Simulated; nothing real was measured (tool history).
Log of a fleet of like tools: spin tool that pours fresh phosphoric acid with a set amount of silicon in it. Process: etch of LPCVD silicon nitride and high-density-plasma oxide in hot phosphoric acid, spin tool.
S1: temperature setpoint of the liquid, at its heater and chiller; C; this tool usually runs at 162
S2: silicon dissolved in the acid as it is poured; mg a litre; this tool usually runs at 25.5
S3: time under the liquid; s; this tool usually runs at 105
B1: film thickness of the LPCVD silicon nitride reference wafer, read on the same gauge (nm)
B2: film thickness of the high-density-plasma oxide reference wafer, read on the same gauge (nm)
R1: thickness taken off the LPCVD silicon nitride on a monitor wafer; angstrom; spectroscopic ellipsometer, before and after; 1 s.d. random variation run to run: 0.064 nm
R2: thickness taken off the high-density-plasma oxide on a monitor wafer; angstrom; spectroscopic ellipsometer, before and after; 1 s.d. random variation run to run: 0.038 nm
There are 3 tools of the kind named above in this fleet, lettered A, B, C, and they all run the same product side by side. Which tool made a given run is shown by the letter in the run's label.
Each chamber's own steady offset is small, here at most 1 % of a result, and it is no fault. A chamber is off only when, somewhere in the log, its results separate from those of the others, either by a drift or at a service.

| run | hour | S1 | S2 | S3 | B1 | B2 | R1 | R2 |
|---|---|---|---|---|---|---|---|---|
| 1C | 4 | 162 | 25.5 | 105 | 50.004 | 99.962 | 93.338 | 3.3302 |
| 2A | 8.2 | 162 | 25.5 | 105 | 49.999 | 99.997 | 91.253 | 3.2673 |
| 3B | 14.2 | 162 | 25.5 | 105 | 49.988 | 99.984 | 91.583 | 3.8353 |
| 4B | 21.1 | 162 | 25.5 | 105 | 50.025 | 100.01 | 89.854 | 3.3426 |
| 5A | 27.8 | 162 | 25.5 | 105 | 49.994 | 99.997 | 91.701 | 3.0898 |
| 6C | 32 | 162 | 25.5 | 105 | 50.001 | 100.01 | 92.478 | 2.5664 |
| 7C | 37.8 | 162 | 25.5 | 105 | 50.001 | 99.994 | 90.68 | 3.1876 |
| 8B | 45.6 | 162 | 25.5 | 105 | 50.003 | 100.01 | 91.797 | 2.7659 |
| 9A | 50.8 | 162 | 25.5 | 105 | 50.014 | 99.984 | 90.841 | 3.0752 |
| 10A | 57.5 | 162 | 25.5 | 105 | 49.99 | 99.988 | 91.511 | 2.6355 |
| 11C | 65.4 | 162 | 25.5 | 105 | 49.987 | 100.01 | 91.218 | 3.0561 |
| 12B | 72.6 | 162 | 25.5 | 105 | 50.005 | 100.01 | 91.197 | 3.8054 |
| 13B | 79.1 | 162 | 25.5 | 105 | 50.014 | 99.974 | 91.539 | 3.719 |
| 14A | 85.9 | 162 | 42 | 60 | 50.015 | 100.01 | 52.93 | 0.75665 |
| 15C | 90.4 | 162 | 42 | 60 | 50.016 | 100 | 52.223 | 0.84162 |
| 16A | 96.1 | 162 | 42 | 60 | 49.986 | 99.994 | 52.206 | 0.74672 |
| 17B | 103.7 | 162 | 25.5 | 50 | 49.992 | 100.02 | 43.637 | 1.4744 |
| 18C | 109.7 | 162 | 25.5 | 50 | 50 | 99.976 | 43.813 | 1.3694 |
| 19A | 117.8 | 162 | 25.5 | 50 | 50.002 | 100.03 | 43.292 | 1.4488 |
| 20C | 122.8 | 162 | 25.5 | 105 | 50.02 | 100.02 | 91.472 | 2.6883 |

Predict what each chamber gives when all 3 of them run the settings below next.
| 21A | 128.6 | 159 | 25.5 | 105 |  |  | ? | ? |
| 21B | 128.6 | 159 | 25.5 | 105 |  |  | ? | ? |
| 21C | 128.6 | 159 | 25.5 | 105 |  |  | ? | ? |

| run | R1 | R2 |
|---|---|---|
| 21A | 83.372 | 2.8893 |
| 21B | 82.457 | 2.4459 |
| 21C | 82.978 | 2.5162 |
